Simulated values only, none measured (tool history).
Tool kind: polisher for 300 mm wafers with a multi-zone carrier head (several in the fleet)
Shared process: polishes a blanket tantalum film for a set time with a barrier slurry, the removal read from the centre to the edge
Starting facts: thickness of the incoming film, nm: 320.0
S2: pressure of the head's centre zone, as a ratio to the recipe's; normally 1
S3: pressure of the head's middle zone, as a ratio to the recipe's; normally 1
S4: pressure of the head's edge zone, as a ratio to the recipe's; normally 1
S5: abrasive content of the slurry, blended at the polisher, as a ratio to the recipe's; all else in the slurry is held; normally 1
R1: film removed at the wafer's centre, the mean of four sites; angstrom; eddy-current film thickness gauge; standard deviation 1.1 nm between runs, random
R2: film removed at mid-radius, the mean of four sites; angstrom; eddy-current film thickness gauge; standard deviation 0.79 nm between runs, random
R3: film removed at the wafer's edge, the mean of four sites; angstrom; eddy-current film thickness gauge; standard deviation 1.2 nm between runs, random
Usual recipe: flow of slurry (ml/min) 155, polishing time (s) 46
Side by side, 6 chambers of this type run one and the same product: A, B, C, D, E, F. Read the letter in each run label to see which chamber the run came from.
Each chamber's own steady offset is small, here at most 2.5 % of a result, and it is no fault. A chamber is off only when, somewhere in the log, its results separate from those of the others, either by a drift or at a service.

{"hour": 1.4, "done": "chamber E: worn pad replaced by a new one"}
{"run": "1F", "hour": 8.1, "flow of slurry (ml/min)": 155, "S2": 1, "S3": 1, "S4": 1, "S5": 1, "polishing time (s)": 46, "R1": 982.22, "R2": 980.11, "R3": 1001.2}
{"hour": 8.4, "done": "chamber C: worn pad replaced by a new one"}
{"hour": 11.8, "done": "chamber C: slurry nozzle cleaned"}
{"run": "2B", "hour": 17.6, "flow of slurry (ml/min)": 155, "S2": 1, "S3": 1, "S4": 1, "S5": 1, "polishing time (s)": 46, "R1": 991.67, "R2": 1005.5, "R3": 960.82}
{"run": "3D", "hour": 24.5, "flow of slurry (ml/min)": 155, "S2": 1, "S3": 1, "S4": 1, "S5": 1, "polishing time (s)": 46, "R1": 990.06, "R2": 987.72, "R3": 996.26}
{"run": "4A", "hour": 34.7, "flow of slurry (ml/min)": 155, "S2": 1, "S3": 1, "S4": 1, "S5": 1, "polishing time (s)": 46, "R1": 988.22, "R2": 996.51, "R3": 970.76}
{"run": "5C", "hour": 46.1, "flow of slurry (ml/min)": 155, "S2": 1, "S3": 1, "S4": 1, "S5": 1, "polishing time (s)": 46, "R1": 989.18, "R2": 964.97, "R3": 978.2}
{"hour": 47.6, "done": "chamber D: worn pad replaced by a new one"}
{"hour": 50.2, "done": "chamber D: centre zone pressure recalibrated"}
{"run": "6E", "hour": 52.2, "flow of slurry (ml/min)": 155, "S2": 1, "S3": 1, "S4": 1, "S5": 1, "polishing time (s)": 46, "R1": 982.78, "R2": 978.88, "R3": 968.36}
{"run": "7F", "hour": 63.0, "flow of slurry (ml/min)": 155, "S2": 1, "S3": 1, "S4": 1, "S5": 1, "polishing time (s)": 46, "R1": 979.43, "R2": 986.71, "R3": 983.33}
{"hour": 67.9, "done": "chamber E: worn pad replaced by a new one"}
{"hour": 71.8, "done": "chamber B: worn pad replaced by a new one"}
{"run": "8D", "hour": 72.5, "flow of slurry (ml/min)": 155, "S2": 1, "S3": 1, "S4": 1, "S5": 1, "polishing time (s)": 46, "R1": 959.11, "R2": 994.06, "R3": 994.85}
{"run": "9C", "hour": 79.8, "flow of slurry (ml/min)": 155, "S2": 1, "S3": 1, "S4": 1, "S5": 1, "polishing time (s)": 46, "R1": 980.92, "R2": 995.59, "R3": 993.67}
{"hour": 81.0, "done": "chamber F: worn pad replaced by a new one"}
{"run": "10A", "hour": 91.1, "flow of slurry (ml/min)": 155, "S2": 1, "S3": 1, "S4": 1, "S5": 1, "polishing time (s)": 46, "R1": 1002.3, "R2": 981.1, "R3": 956}
{"run": "11E", "hour": 97.8, "flow of slurry (ml/min)": 155, "S2": 1, "S3": 1, "S4": 1, "S5": 1, "polishing time (s)": 46, "R1": 984.86, "R2": 974.71, "R3": 970.8}
{"run": "12B", "hour": 105.0, "flow of slurry (ml/min)": 155, "S2": 1, "S3": 1, "S4": 1, "S5": 1, "polishing time (s)": 46, "R1": 977.73, "R2": 997.11, "R3": 961.8}
{"run": "13F", "hour": 110.8, "flow of slurry (ml/min)": 155, "S2": 1, "S3": 1, "S4": 1, "S5": 1, "polishing time (s)": 46, "R1": 987.45, "R2": 972.08, "R3": 983.9}
{"hour": 114.2, "done": "chamber D: worn pad replaced by a new one"}
{"run": "14E", "hour": 116.3, "flow of slurry (ml/min)": 155, "S2": 1, "S3": 1, "S4": 1, "S5": 1, "polishing time (s)": 46, "R1": 986.11, "R2": 981.19, "R3": 972.08}
{"run": "15B", "hour": 123.4, "flow of slurry (ml/min)": 155, "S2": 1, "S3": 0.91, "S4": 1.1, "S5": 1, "polishing time (s)": 46, "R1": 989.36, "R2": 903.76, "R3": 1045.7}
{"hour": 131.6, "done": "chamber A: slurry nozzle cleaned"}
{"run": "16A", "hour": 132.3, "flow of slurry (ml/min)": 155, "S2": 1, "S3": 0.91, "S4": 1.1, "S5": 1, "polishing time (s)": 46, "R1": 1006.5, "R2": 891.64, "R3": 1061.9}
{"hour": 132.4, "done": "chamber E: worn pad replaced by a new one"}
{"hour": 135.8, "done": "chamber A: worn pad replaced by a new one"}
{"run": "17C", "hour": 141.8, "flow of slurry (ml/min)": 155, "S2": 1, "S3": 0.91, "S4": 1.1, "S5": 1, "polishing time (s)": 46, "R1": 983.53, "R2": 911.71, "R3": 1040.5}
{"run": "18D", "hour": 147.3, "flow of slurry (ml/min)": 155, "S2": 1, "S3": 0.91, "S4": 1.1, "S5": 1, "polishing time (s)": 46, "R1": 984.37, "R2": 912.07, "R3": 1050}
{"hour": 150.4, "done": "chamber B: worn pad replaced by a new one"}
{"run": "19D", "hour": 156.7, "flow of slurry (ml/min)": 155, "S2": 1, "S3": 0.91, "S4": 1.1, "S5": 1, "polishing time (s)": 46, "R1": 978.17, "R2": 906.45, "R3": 1023.9}
{"run": "20E", "hour": 162.0, "flow of slurry (ml/min)": 155, "S2": 1, "S3": 0.91, "S4": 1.1, "S5": 1, "polishing time (s)": 46, "R1": 973.46, "R2": 891.89, "R3": 1016}
{"hour": 166.1, "done": "chamber B: slurry nozzle cleaned"}
{"hour": 166.1, "done": "chamber C: worn pad replaced by a new one"}
{"run": "21B", "hour": 174.1, "flow of slurry (ml/min)": 155, "S2": 1, "S3": 1, "S4": 1, "S5": 1, "polishing time (s)": 46, "R1": 1010.6, "R2": 1002.3, "R3": 979.18}
{"hour": 177.2, "done": "chamber E: centre zone pressure recalibrated"}
{"run": "22C", "hour": 185.4, "flow of slurry (ml/min)": 155, "S2": 1, "S3": 1, "S4": 1, "S5": 1, "polishing time (s)": 46, "R1": 980.81, "R2": 978.77, "R3": 984.64}
{"hour": 187.5, "done": "chamber D: worn pad replaced by a new one"}
{"run": "23F", "hour": 195.7, "flow of slurry (ml/min)": 155, "S2": 1, "S3": 1, "S4": 1, "S5": 1, "polishing time (s)": 46, "R1": 997.87, "R2": 975.26, "R3": 1002.4}
{"hour": 199.4, "done": "chamber E: worn pad replaced by a new one"}
{"hour": 201.0, "done": "chamber B: edge zone pressure recalibrated"}
{"hour": 203.0, "done": "chamber F: worn pad replaced by a new one"}
{"run": "24A", "hour": 207.0, "flow of slurry (ml/min)": 155, "S2": 1, "S3": 1, "S4": 1, "S5": 1, "polishing time (s)": 46, "R1": 972.48, "R2": 989.13, "R3": 977.67}
{"run": "25D", "hour": 214.1, "flow of slurry (ml/min)": 155, "S2": 1, "S3": 1, "S4": 1, "S5": 1, "polishing time (s)": 46, "R1": 982.18, "R2": 986.42, "R3": 989.52}
{"hour": 222.2, "done": "chamber B: worn pad replaced by a new one"}
{"run": "26B", "hour": 223.6, "flow of slurry (ml/min)": 155, "S2": 1, "S3": 1, "S4": 1, "S5": 1, "polishing time (s)": 46, "R1": 983.98, "R2": 982.65, "R3": 937.28}
{"run": "27C", "hour": 231.1, "flow of slurry (ml/min)": 155, "S2": 1, "S3": 1, "S4": 1, "S5": 1, "polishing time (s)": 46, "R1": 973.86, "R2": 979.02, "R3": 979.58}
{"run": "28E", "hour": 242.9, "flow of slurry (ml/min)": 155, "S2": 1, "S3": 1, "S4": 1, "S5": 1, "polishing time (s)": 46, "R1": 988.89, "R2": 991.69, "R3": 974.58}
{"hour": 243.6, "done": "chamber D: worn pad replaced by a new one"}
{"hour": 244.4, "done": "chamber B: centre zone pressure recalibrated"}
{"run": "29F", "hour": 252.8, "flow of slurry (ml/min)": 155, "S2": 1, "S3": 1, "S4": 1, "S5": 1, "polishing time (s)": 46, "R1": 1006.5, "R2": 971.47, "R3": 997.56}
{"run": "30A", "hour": 264.4, "flow of slurry (ml/min)": 155, "S2": 1, "S3": 1, "S4": 1, "S5": 1, "polishing time (s)": 46, "R1": 996.26, "R2": 984.55, "R3": 962.73}
{"hour": 265.3, "done": "chamber A: worn pad replaced by a new one"}
{"hour": 266.8, "done": "chamber E: worn pad replaced by a new one"}
{"run": "31E", "hour": 274.9, "flow of slurry (ml/min)": 155, "S2": 1, "S3": 1, "S4": 1, "S5": 0.7, "polishing time (s)": 55, "R1": 1051.2, "R2": 1046.2, "R3": 1049.6}
{"run": "32F", "hour": 284.2, "flow of slurry (ml/min)": 155, "S2": 1, "S3": 1, "S4": 1, "S5": 0.7, "polishing time (s)": 55, "R1": 1048.5, "R2": 1040.7, "R3": 1041.1}
{"run": "33D", "hour": 296.3, "flow of slurry (ml/min)": 155, "S2": 1, "S3": 1, "S4": 1, "S5": 0.7, "polishing time (s)": 55, "R1": 1060.6, "R2": 1051.9, "R3": 1062.1}
{"hour": 298.1, "done": "chamber B: worn pad replaced by a new one"}
{"run": "34A", "hour": 307.5, "flow of slurry (ml/min)": 155, "S2": 1, "S3": 1, "S4": 1, "S5": 0.7, "polishing time (s)": 55, "R1": 1054.9, "R2": 1049.6, "R3": 1040.9}
{"hour": 309.6, "done": "chamber C: worn pad replaced by a new one"}
{"run": "35B", "hour": 318.0, "flow of slurry (ml/min)": 155, "S2": 1, "S3": 1, "S4": 1, "S5": 0.7, "polishing time (s)": 55, "R1": 1063, "R2": 1063.7, "R3": 1060.9}
{"run": "36C", "hour": 324.0, "flow of slurry (ml/min)": 155, "S2": 1, "S3": 1, "S4": 1, "S5": 0.7, "polishing time (s)": 55, "R1": 1029.8, "R2": 1055, "R3": 1061.4}

All chambers now run identical settings, listed one chamber a line with results as question marks. What results will each chamber show?
{"run": "37A", "hour": 332.8, "flow of slurry (ml/min)": 155, "S2": 1, "S3": 1, "S4": 1, "S5": 1, "polishing time (s)": 46, "R1": "?", "R2": "?", "R3": "?"}
{"run": "37B", "hour": 332.8, "flow of slurry (ml/min)": 155, "S2": 1, "S3": 1, "S4": 1, "S5": 1, "polishing time (s)": 46, "R1": "?", "R2": "?", "R3": "?"}
{"run": "37C", "hour": 332.8, "flow of slurry (ml/min)": 155, "S2": 1, "S3": 1, "S4": 1, "S5": 1, "polishing time (s)": 46, "R1": "?", "R2": "?", "R3": "?"}
{"run": "37D", "hour": 332.8, "flow of slurry (ml/min)": 155, "S2": 1, "S3": 1, "S4": 1, "S5": 1, "polishing time (s)": 46, "R1": "?", "R2": "?", "R3": "?"}
{"run": "37E", "hour": 332.8, "flow of slurry (ml/min)": 155, "S2": 1, "S3": 1, "S4": 1, "S5": 1, "polishing time (s)": 46, "R1": "?", "R2": "?", "R3": "?"}
{"run": "37F", "hour": 332.8, "flow of slurry (ml/min)": 155, "S2": 1, "S3": 1, "S4": 1, "S5": 1, "polishing time (s)": 46, "R1": "?", "R2": "?", "R3": "?"}

run=37A R1=971.49 R2=978.13 R3=975.16
run=37B R1=987.54 R2=976.39 R3=958.13
run=37C R1=986.33 R2=983.5 R3=1001.5
run=37D R1=989.45 R2=992.21 R3=997.89
run=37E R1=979.01 R2=973.63 R3=974.49
run=37F R1=984.56 R2=990.49 R3=967.27
